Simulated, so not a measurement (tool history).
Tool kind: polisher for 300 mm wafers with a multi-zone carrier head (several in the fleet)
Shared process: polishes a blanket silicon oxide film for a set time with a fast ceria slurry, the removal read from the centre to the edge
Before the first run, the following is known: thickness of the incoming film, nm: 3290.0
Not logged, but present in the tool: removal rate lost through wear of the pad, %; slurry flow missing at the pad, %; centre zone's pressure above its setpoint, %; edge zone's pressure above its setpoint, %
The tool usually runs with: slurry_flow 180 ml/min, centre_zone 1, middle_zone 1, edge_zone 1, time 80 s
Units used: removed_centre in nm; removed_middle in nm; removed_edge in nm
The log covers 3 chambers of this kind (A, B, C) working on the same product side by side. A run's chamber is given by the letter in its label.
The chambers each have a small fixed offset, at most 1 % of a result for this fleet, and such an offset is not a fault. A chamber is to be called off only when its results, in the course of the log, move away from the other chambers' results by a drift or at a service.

run   hour  slurry_flow  centre_zone  middle_zone  edge_zone  time  wafers polished on this pad  hours since the slurry nozzle was cleaned  hours since the centre zone pressure was calibrated  hours since the edge zone pressure was calibrated  removed_centre  removed_middle  removed_edge
 1B    4.5          180            1            1          1    80                         1269                                      473.7                                                455.6                                              834.8          1062.7          1079.4        1060.4
 2C    7.8          180            1            1          1    80                          518                                      201.5                                                871.5                                              344.2          1073.6          1083.7        1046.1
 3A   10.5          180            1            1          1    80                          558                                      304.8                                                 27.9                                             1179.5          1088.3          1054.3        1084.7
 4A     14          180            1            1          1    80                          607                                      308.3                                                 31.4                                               1183          1067.2          1054.7        1066.4
      14.3  -- chamber B: worn pad replaced by a new one
 5C   18.3          160            1            1          1    80                          665                                        212                                                  882                                              354.7          1053.1          1058.2        1060.4
 6B   21.2          160            1            1          1    80                           96                                      490.4                                                472.3                                              851.5          1052.4          1063.6        1038.2
 7C   25.1          160            1            1          1    80                          760                                      218.8                                                888.8                                              361.5            1045          1044.3        1037.9
      25.6  -- chamber C: worn pad replaced by a new one
 8A   30.2          240            1         0.92          1    80                          834                                      324.5                                                 47.6                                             1199.2            1118          1033.3        1126.7
 9B   33.9          240            1         0.92          1    80                          274                                      503.1                                                  485                                              864.2          1107.5          1037.4        1123.5
10C   38.3          240            1         0.92          1    80                          178                                        232                                                  902                                              374.7          1116.6          1024.7        1080.5
11A   43.1          180            1            1          1    97                         1014                                      337.4                                                 60.5                                             1212.1          1315.9          1298.5        1286.4
      43.6  -- chamber A: worn pad replaced by a new one
12B   47.7          180            1            1          1    97                          467                                      516.9                                                498.8                                                878          1289.6          1305.7        1275.1
13C   52.2          180            1            1          1    97                          372                                      245.9                                                915.9                                              388.6          1287.9          1290.7        1290.5
14A     55          180            1            1          1    80                          159                                      349.3                                                 72.4                                               1224          1076.3          1057.2        1041.6
      58.4  -- chamber B: centre zone pressure recalibrated
15B   59.5          180            1         0.91       0.96    80                          632                                      528.7                                                  1.1                                              889.8          1137.1          977.92        1038.7
16C   63.1          180            1         0.91       0.96    80                          524                                      256.8                                                926.8                                              399.5          1072.8          1006.6        1044.8
17B   66.7          180            1         0.91       0.96    80                          733                                      535.9                                                  8.3                                                897          1139.4          1001.1        1061.5
18A   70.8          180            1            1          1    80                          380                                      365.1                                                 88.2                                             1239.8          1077.5            1074        1083.6
19C   74.8          180            1            1          1    80                          688                                      268.5                                                938.5                                              411.2          1075.6          1088.1        1077.1
20A   78.2          180            1            1          1    80                          484                                      372.5                                                 95.6                                             1247.2          1087.3          1063.1        1073.9
      82.5  -- chamber C: worn pad replaced by a new one
21B   83.1          180            1            1          1    80                          962                                      552.3                                                 24.7                                              913.4          1148.7          1084.7        1072.8
      85.1  -- chamber B: edge zone pressure recalibrated
22A   85.7          180            1            1          1    80                          589                                        380                                                103.1                                             1254.7          1082.7          1083.2        1054.9
23B   88.9          180            1            1          1    80                         1043                                      558.1                                                 30.5                                                3.8          1145.4          1070.8        1068.1
24C   91.6          180            1            1          1    80                          127                                      285.3                                                955.3                                                428          1086.7          1066.8        1082.5
25C   95.6          180            1            1          1    80                          183                                      289.3                                                959.3                                                432          1077.4          1075.9        1058.6
26A     99          180            1            1          1    80                          774                                      393.3                                                116.4                                               1268            1088          1069.3          1095
27B  102.8          150         0.93            1          1    80                         1237                                        572                                                 44.4                                               17.7            1034          1021.3        1039.5
28C    107          150         0.93            1          1    80                          342                                      300.7                                                970.7                                              443.4          962.75          1050.6        1014.5
     107.2  -- chamber B: worn pad replaced by a new one
     108.1  -- chamber A: worn pad replaced by a new one
29B  111.9          150         0.93            1          1    80                           65                                      581.1                                                 53.5                                               26.8          1013.2          1038.8        1045.7
     112.8  -- chamber A: edge zone pressure recalibrated
30A  114.2          180            1            1          1    80                           86                                      408.5                                                131.6                                                1.5          1080.2          1087.3        1073.2
31B    119          180            1            1          1    80                          164                                      588.2                                                 60.6                                               33.9          1149.4          1102.1        1076.1
32C  122.3          180            1            1          1    80                          556                                        316                                                  986                                              458.7          1079.1          1067.2          1032
33A  124.7          180            1            1          1    80                          233                                        419                                                142.1                                                 12          1076.6          1065.9        1073.3
34C    127          180            1            1          1    80                          622                                      320.7                                                990.7                                              463.4          1061.6          1063.9          1060

What goes on in this fleet: one chamber off, a drifting gauge, or nothing beyond the chambers' own small offsets? Name the chamber and the cause, if any.

After it was serviced, chamber B no longer matches the other chambers.
Most likely cause: centre zone's pressure above its setpoint, % = 6.19.

Chamber B could run next with any of the 4 candidate recipes listed below; each alters the usual settings, and their results appear as question marks. Which one brings its results back in line with what the other chambers deliver on the usual settings?
Counts as in line when no further than this from what the other chambers average on the usual settings: removed_centre 31 nm; removed_middle 50 nm; removed_edge 54 nm
35B-1  130.6          175         0.91         1.01       1.03    79                                                                                                                                                                                               ?               ?             ?
35B-2  130.6          175         0.95         1.01       1.02    79                                                                                                                                                                                               ?               ?             ?
35B-3  130.6          185         1.05         0.99       0.98    81                                                                                                                                                                                               ?               ?             ?
35B-4  130.6          185         1.09         0.99       0.97    81                                                                                                                                                                                               ?               ?             ?

Other chambers, usual settings, mean: removed_centre 1075 nm; removed_middle 1066.4 nm; removed_edge 1066.3 nm
  run  removed_centre  removed_middle  removed_edge
35B-1          1022.4          1072.6        1070.6
35B-2            1071          1072.4          1065
35B-3          1234.6          1088.4        1076.6
35B-4          1284.9          1088.2        1070.9
Change 35B-2 lands the chamber within the allowed miss of the other chambers.

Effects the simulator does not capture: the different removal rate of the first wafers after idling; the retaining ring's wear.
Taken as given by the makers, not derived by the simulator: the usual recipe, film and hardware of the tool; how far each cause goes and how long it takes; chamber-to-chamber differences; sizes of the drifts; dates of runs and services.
